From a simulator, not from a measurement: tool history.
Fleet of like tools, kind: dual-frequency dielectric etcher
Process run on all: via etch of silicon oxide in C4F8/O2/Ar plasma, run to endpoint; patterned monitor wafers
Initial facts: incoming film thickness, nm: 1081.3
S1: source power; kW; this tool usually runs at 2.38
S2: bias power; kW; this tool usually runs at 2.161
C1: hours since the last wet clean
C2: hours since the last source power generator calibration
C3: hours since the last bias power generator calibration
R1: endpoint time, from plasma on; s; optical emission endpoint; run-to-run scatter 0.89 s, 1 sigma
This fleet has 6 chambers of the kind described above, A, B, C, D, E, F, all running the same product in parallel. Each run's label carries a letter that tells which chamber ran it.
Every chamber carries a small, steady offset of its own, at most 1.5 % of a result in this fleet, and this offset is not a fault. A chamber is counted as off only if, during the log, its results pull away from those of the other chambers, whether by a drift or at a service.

{"run": "1A", "hour": 8.0, "S1": 2.38, "S2": 2.161, "C1": 412.2, "C2": 2880.4, "C3": 675, "R1": 197.55}
{"run": "2D", "hour": 14.1, "S1": 2.38, "S2": 2.161, "C1": 94.4, "C2": 176.9, "C3": 1515.2, "R1": 195.95}
{"hour": 21.8, "done": "chamber C: bias power generator calibrated"}
{"run": "3E", "hour": 25.7, "S1": 2.38, "S2": 2.161, "C1": 293.3, "C2": 63.4, "C3": 629.9, "R1": 192.94}
{"run": "4B", "hour": 36.4, "S1": 2.38, "S2": 2.161, "C1": 144.1, "C2": 244, "C3": 884.7, "R1": 195.38}
{"run": "5C", "hour": 42.8, "S1": 2.38, "S2": 2.161, "C1": 121.2, "C2": 1238.9, "C3": 21, "R1": 194.42}
{"run": "6F", "hour": 53.0, "S1": 2.38, "S2": 2.161, "C1": 286.8, "C2": 1937.4, "C3": 1945.1, "R1": 194.25}
{"run": "7A", "hour": 60.6, "S1": 2.38, "S2": 2.161, "C1": 464.8, "C2": 2933, "C3": 727.6, "R1": 198.83}
{"run": "8F", "hour": 69.6, "S1": 2.38, "S2": 2.161, "C1": 303.4, "C2": 1954, "C3": 1961.7, "R1": 193.87}
{"run": "9E", "hour": 76.9, "S1": 2.1, "S2": 2.161, "C1": 344.5, "C2": 114.6, "C3": 681.1, "R1": 203.21}
{"run": "10C", "hour": 84.3, "S1": 2.1, "S2": 2.161, "C1": 162.7, "C2": 1280.4, "C3": 62.5, "R1": 205.37}
{"run": "11B", "hour": 92.9, "S1": 2.1, "S2": 2.161, "C1": 200.6, "C2": 300.5, "C3": 941.2, "R1": 206.38}
{"run": "12D", "hour": 98.4, "S1": 2.1, "S2": 2.161, "C1": 178.7, "C2": 261.2, "C3": 1599.5, "R1": 207.62}
{"run": "13C", "hour": 105.5, "S1": 2.1, "S2": 2.161, "C1": 183.9, "C2": 1301.6, "C3": 83.7, "R1": 205.49}
{"run": "14B", "hour": 113.7, "S1": 2.1, "S2": 2.161, "C1": 221.4, "C2": 321.3, "C3": 962, "R1": 204.52}
{"run": "15E", "hour": 125.8, "S1": 2.38, "S2": 2.161, "C1": 393.4, "C2": 163.5, "C3": 730, "R1": 192.46}
{"run": "16D", "hour": 133.5, "S1": 2.38, "S2": 2.61, "C1": 213.8, "C2": 296.3, "C3": 1634.6, "R1": 185.5}
{"hour": 140.9, "done": "chamber A: wet clean of the chamber"}
{"run": "17A", "hour": 142.0, "S1": 2.38, "S2": 2.61, "C1": 1.1, "C2": 3014.4, "C3": 809, "R1": 195.76}
{"run": "18F", "hour": 150.8, "S1": 2.38, "S2": 2.61, "C1": 384.6, "C2": 2035.2, "C3": 2042.9, "R1": 185.82}
{"run": "19B", "hour": 160.4, "S1": 2.38, "S2": 2.61, "C1": 268.1, "C2": 368, "C3": 1008.7, "R1": 183.93}
{"run": "20F", "hour": 171.9, "S1": 2.38, "S2": 2.61, "C1": 405.7, "C2": 2056.3, "C3": 2064, "R1": 184.47}
{"run": "21A", "hour": 182.4, "S1": 2.38, "S2": 2.61, "C1": 41.5, "C2": 3054.8, "C3": 849.4, "R1": 194.64}
{"run": "22C", "hour": 191.6, "S1": 2.38, "S2": 2.161, "C1": 270, "C2": 1387.7, "C3": 169.8, "R1": 193.04}
{"run": "23D", "hour": 197.9, "S1": 2.38, "S2": 2.161, "C1": 278.2, "C2": 360.7, "C3": 1699, "R1": 195.11}
{"run": "24E", "hour": 205.9, "S1": 2.38, "S2": 2.161, "C1": 473.5, "C2": 243.6, "C3": 810.1, "R1": 192.79}
{"run": "25B", "hour": 217.0, "S1": 2.38, "S2": 2.161, "C1": 324.7, "C2": 424.6, "C3": 1065.3, "R1": 195.62}
{"run": "26F", "hour": 222.3, "S1": 1.79, "S2": 1.733, "C1": 456.1, "C2": 2106.7, "C3": 2114.4, "R1": 235.59}
{"run": "27E", "hour": 233.7, "S1": 1.79, "S2": 1.733, "C1": 501.3, "C2": 271.4, "C3": 837.9, "R1": 231.07}
{"run": "28A", "hour": 244.7, "S1": 1.79, "S2": 1.733, "C1": 103.8, "C2": 3117.1, "C3": 911.7, "R1": 249.23}
{"run": "29D", "hour": 251.6, "S1": 1.79, "S2": 1.733, "C1": 331.9, "C2": 414.4, "C3": 1752.7, "R1": 233.96}
{"run": "30C", "hour": 257.6, "S1": 1.79, "S2": 1.733, "C1": 336, "C2": 1453.7, "C3": 235.8, "R1": 231.79}
{"run": "31F", "hour": 263.5, "S1": 1.79, "S2": 1.733, "C1": 497.3, "C2": 2147.9, "C3": 2155.6, "R1": 233.14}
{"hour": 268.6, "done": "chamber E: wet clean of the chamber"}
{"run": "32B", "hour": 271.1, "S1": 2.38, "S2": 2.161, "C1": 378.8, "C2": 478.7, "C3": 1119.4, "R1": 194.24}
{"run": "33D", "hour": 282.2, "S1": 2.38, "S2": 2.161, "C1": 362.5, "C2": 445, "C3": 1783.3, "R1": 197.41}
{"run": "34A", "hour": 293.7, "S1": 2.38, "S2": 2.161, "C1": 152.8, "C2": 3166.1, "C3": 960.7, "R1": 208.82}
{"run": "35C", "hour": 300.5, "S1": 2.71, "S2": 1.748, "C1": 378.9, "C2": 1496.6, "C3": 278.7, "R1": 195.99}
{"run": "36E", "hour": 312.0, "S1": 2.71, "S2": 1.748, "C1": 43.4, "C2": 349.7, "C3": 916.2, "R1": 195.53}
{"run": "37B", "hour": 322.5, "S1": 2.71, "S2": 1.748, "C1": 430.2, "C2": 530.1, "C3": 1170.8, "R1": 197.06}

Decide between three cases: one chamber stands off from its peers, the gauge reading all wafers drifts, or nothing is wrong past each chamber's small offset. Where a chamber is off, say which and what most likely put it there.

A service left chamber A off against the others.
Likeliest cause: etch rate under this chamber's usual, % = 4.6.

Here are 4 candidates for chamber A's next run, each the usual settings with a change, their results left as question marks. Which one brings its results back in line with what the others give on the usual settings?
To be in line, a result may differ from the other chambers' mean on the usual settings by at most: R1 3.1 s
{"run": "38A-1", "hour": 331.3, "S1": 3.1, "S2": 2.161, "R1": "?"}
{"run": "38A-2", "hour": 331.3, "S1": 2.02, "S2": 2.161, "R1": "?"}
{"run": "38A-3", "hour": 331.3, "S1": 1.84, "S2": 2.161, "R1": "?"}
{"run": "38A-4", "hour": 331.3, "S1": 2.74, "S2": 2.161, "R1": "?"}

The other chambers' mean on the usual settings: R1 194.79 s
run=38A-1 R1=186.13
run=38A-2 R1=221.15
run=38A-3 R1=229.58
run=38A-4 R1=195.63
38A-4 brings the chamber back in line.
